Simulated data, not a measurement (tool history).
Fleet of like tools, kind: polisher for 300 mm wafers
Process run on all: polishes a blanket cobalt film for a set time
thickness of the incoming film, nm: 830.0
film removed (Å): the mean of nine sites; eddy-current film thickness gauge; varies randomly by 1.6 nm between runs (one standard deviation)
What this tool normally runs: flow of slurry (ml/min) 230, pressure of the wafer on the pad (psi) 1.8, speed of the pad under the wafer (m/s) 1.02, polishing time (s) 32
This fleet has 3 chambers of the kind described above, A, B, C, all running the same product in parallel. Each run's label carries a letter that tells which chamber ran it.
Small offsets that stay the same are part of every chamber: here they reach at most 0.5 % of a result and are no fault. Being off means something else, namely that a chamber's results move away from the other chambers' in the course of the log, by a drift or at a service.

| run | hour | flow of slurry (ml/min) | pressure of the wafer on the pad (psi) | speed of the pad under the wafer (m/s) | polishing time (s) | film removed (Å) |
|---|---|---|---|---|---|---|
| 1B | 4.0 | 230 | 1.8 | 1.02 | 32 | 1531.3 |
| 2C | 9.3 | 230 | 1.8 | 1.02 | 32 | 1529.5 |
| 3A | 13.0 | 230 | 1.8 | 1.02 | 32 | 1568.2 |
| 4A | 18.0 | 230 | 1.8 | 1.02 | 32 | 1531.2 |
|  | 19.9 | chamber A: worn pad replaced by a new one |
| 5B | 23.9 | 230 | 2.0 | 1.02 | 37 | 1957.6 |
| 6C | 28.5 | 230 | 2.0 | 1.02 | 37 | 1920.7 |
| 7A | 34.3 | 230 | 2.0 | 1.02 | 37 | 1964.6 |
|  | 38.4 | chamber B: worn pad replaced by a new one |
| 8B | 38.6 | 230 | 1.8 | 1.02 | 32 | 1549.3 |
| 9C | 43.7 | 230 | 1.8 | 1.02 | 32 | 1540.4 |
| 10C | 47.7 | 230 | 1.8 | 1.02 | 32 | 1515.5 |
| 11B | 52.4 | 230 | 1.8 | 1.02 | 32 | 1525.5 |
|  | 54.5 | chamber A: head pressure recalibrated |
| 12A | 58.1 | 230 | 1.8 | 1.02 | 32 | 1634.4 |
| 13C | 61.7 | 230 | 1.8 | 1.02 | 32 | 1521.3 |
|  | 65.6 | chamber C: worn pad replaced by a new one |
| 14A | 66.0 | 230 | 1.8 | 1.02 | 32 | 1641.3 |
| 15B | 72.4 | 230 | 1.6 | 1.02 | 32 | 1362.3 |
|  | 77.9 | chamber B: worn pad replaced by a new one |
| 16C | 79.5 | 230 | 1.6 | 1.02 | 32 | 1364.6 |
| 17B | 84.9 | 230 | 1.6 | 1.02 | 32 | 1388.0 |
| 18A | 89.3 | 230 | 1.8 | 1.02 | 32 | 1619.6 |
| 19C | 94.3 | 230 | 1.8 | 1.02 | 32 | 1532.9 |
| 20B | 101.0 | 230 | 2.4 | 1.02 | 41 | 2589.2 |
| 21A | 104.9 | 230 | 2.4 | 1.02 | 41 | 2789.9 |
|  | 109.6 | chamber A: worn pad replaced by a new one |
| 22C | 109.6 | 230 | 2.4 | 1.02 | 41 | 2628.4 |
| 23A | 114.6 | 230 | 1.8 | 1.02 | 32 | 1620.5 |
|  | 117.9 | chamber B: worn pad replaced by a new one |
| 24B | 120.4 | 230 | 1.8 | 1.02 | 32 | 1512.5 |
| 25B | 125.4 | 230 | 1.8 | 1.02 | 32 | 1546.9 |
| 26A | 131.4 | 270 | 1.8 | 1.30 | 32 | 2195.8 |
| 27C | 137.5 | 270 | 1.8 | 1.30 | 32 | 1978.5 |
| 28C | 141.2 | 270 | 1.8 | 1.30 | 32 | 1946.4 |
| 29A | 144.8 | 230 | 1.8 | 1.02 | 32 | 1638.8 |
| 30B | 150.1 | 230 | 1.8 | 1.02 | 32 | 1512.4 |
| 31C | 155.4 | 230 | 1.8 | 1.02 | 32 | 1516.4 |
|  | 157.6 | chamber B: worn pad replaced by a new one |
| 32A | 159.2 | 230 | 1.8 | 1.02 | 32 | 1650.7 |
| 33B | 164.3 | 230 | 1.8 | 1.02 | 32 | 1495.5 |
| 34C | 167.7 | 230 | 1.8 | 1.02 | 32 | 1500.2 |
| 35A | 172.3 | 230 | 1.8 | 1.02 | 32 | 1628.1 |
| 36B | 179.3 | 230 | 1.8 | 1.02 | 32 | 1559.4 |

All 3 chambers run these settings next. Forecast each chamber's results:
| 37A | 184.4 | 230 | 1.8 | 1.02 | 38 | ? |
| 37B | 184.4 | 230 | 1.8 | 1.02 | 38 | ? |
| 37C | 184.4 | 230 | 1.8 | 1.02 | 38 | ? |

| run | film removed (Å) |
|---|---|
| 37A | 1950.6 |
| 37B | 1801.7 |
| 37C | 1813.6 |

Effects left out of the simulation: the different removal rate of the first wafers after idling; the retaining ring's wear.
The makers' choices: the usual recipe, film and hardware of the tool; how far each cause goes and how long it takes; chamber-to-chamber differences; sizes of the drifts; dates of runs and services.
